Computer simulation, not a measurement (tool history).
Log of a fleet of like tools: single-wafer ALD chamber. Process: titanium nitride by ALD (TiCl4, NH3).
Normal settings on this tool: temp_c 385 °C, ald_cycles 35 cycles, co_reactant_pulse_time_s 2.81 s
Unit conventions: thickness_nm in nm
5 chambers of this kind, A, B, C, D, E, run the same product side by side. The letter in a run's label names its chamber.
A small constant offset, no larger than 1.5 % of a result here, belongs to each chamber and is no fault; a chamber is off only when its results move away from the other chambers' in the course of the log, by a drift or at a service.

run    day  temp_c  ald_cycles  co_reactant_pulse_time_s  read-back reference wafer on the same gauge, thickness_nm  thickness_nm
 1D  0.183     385          35                      2.81                                                    0.66905       0.77919
 2A  0.450     385          35                      2.81                                                    0.66876       0.78505
 3B  0.646     385          35                      2.81                                                    0.66874       0.77119
 4C  0.833     385          35                      2.81                                                    0.66860       0.77431
 5E  1.008     385          35                      2.81                                                    0.66845       0.78042
 6A  1.262     385          35                      2.81                                                    0.66829       0.78255
 7B  1.421     385          35                      2.81                                                    0.66828       0.77230
 8D  1.554     385          35                      2.81                                                    0.66834       0.77745
 9C  1.779     385          35                      2.81                                                    0.66804       0.77188
10E  1.925     385          35                      2.81                                                    0.66781       0.77812
11D  2.125     385          35                      2.81                                                    0.66792       0.77856
12B  2.292     385          35                      2.81                                                    0.66768       0.77188
13E  2.533     385          35                      2.81                                                    0.66757       0.77893
14A  2.717     385          35                      2.81                                                    0.66742       0.78010
15C  2.896     385          35                      2.81                                                    0.66753       0.77656
16A  3.154     385          35                      2.81                                                    0.66703       0.77974
17D  3.321     385          35                      2.81                                                    0.66713       0.77899
18E  3.454     385          35                      2.81                                                    0.66707       0.77838
19C  3.579     385          35                      2.81                                                    0.66709       0.77590
20B  3.838     385          35                      2.81                                                    0.66694       0.77091
21E  4.104     385          35                      2.81                                                    0.66662       0.77683
22B  4.267     385          35                      2.81                                                    0.66662       0.76996
23D  4.504     385          35                      2.81                                                    0.66638       0.77727
24A  4.733     385          35                      2.81                                                    0.66663       0.78094
25C  4.975     385          35                      2.81                                                    0.66635       0.77401
26E  5.104     385          35                      2.81                                                    0.66623       0.77618
27D  5.271     385          32                      3.23                                                    0.66618       0.71291
28A  5.512     385          32                      3.23                                                    0.66596       0.71537
29C  5.738     385          32                      3.23                                                    0.66598       0.70863
30B  5.879     385          32                      3.23                                                    0.66584       0.70830
31C  6.121     385          32                      3.23                                                    0.66564       0.71160
32E  6.246     385          35                      2.81                                                    0.66575       0.77648
33A  6.379     385          35                      2.81                                                    0.66563       0.78012
34D  6.517     385          35                      2.81                                                    0.66558       0.77404
35B  6.662     385          35                      2.81                                                    0.66533       0.76969
36B  6.908     385          35                      2.81                                                    0.66512       0.76873
37C  7.033     385          35                      2.81                                                    0.66497       0.77140
38D  7.200     385          35                      2.81                                                    0.66500       0.77503
39A  7.408     385          35                      2.81                                                    0.66517       0.78001
40E  7.667     385          35                      2.81                                                    0.66479       0.77670

Read the log: is a single chamber off, either drifting away or since a service, is the gauge that measures every chamber drifting, or is nothing wrong beyond small per-chamber offsets? Name any odd chamber and what most likely caused it.

The gauge drifts, so all chambers seem to drift together. No chamber is off.
Most likely cause: gauge reads low (%) = 0.643.
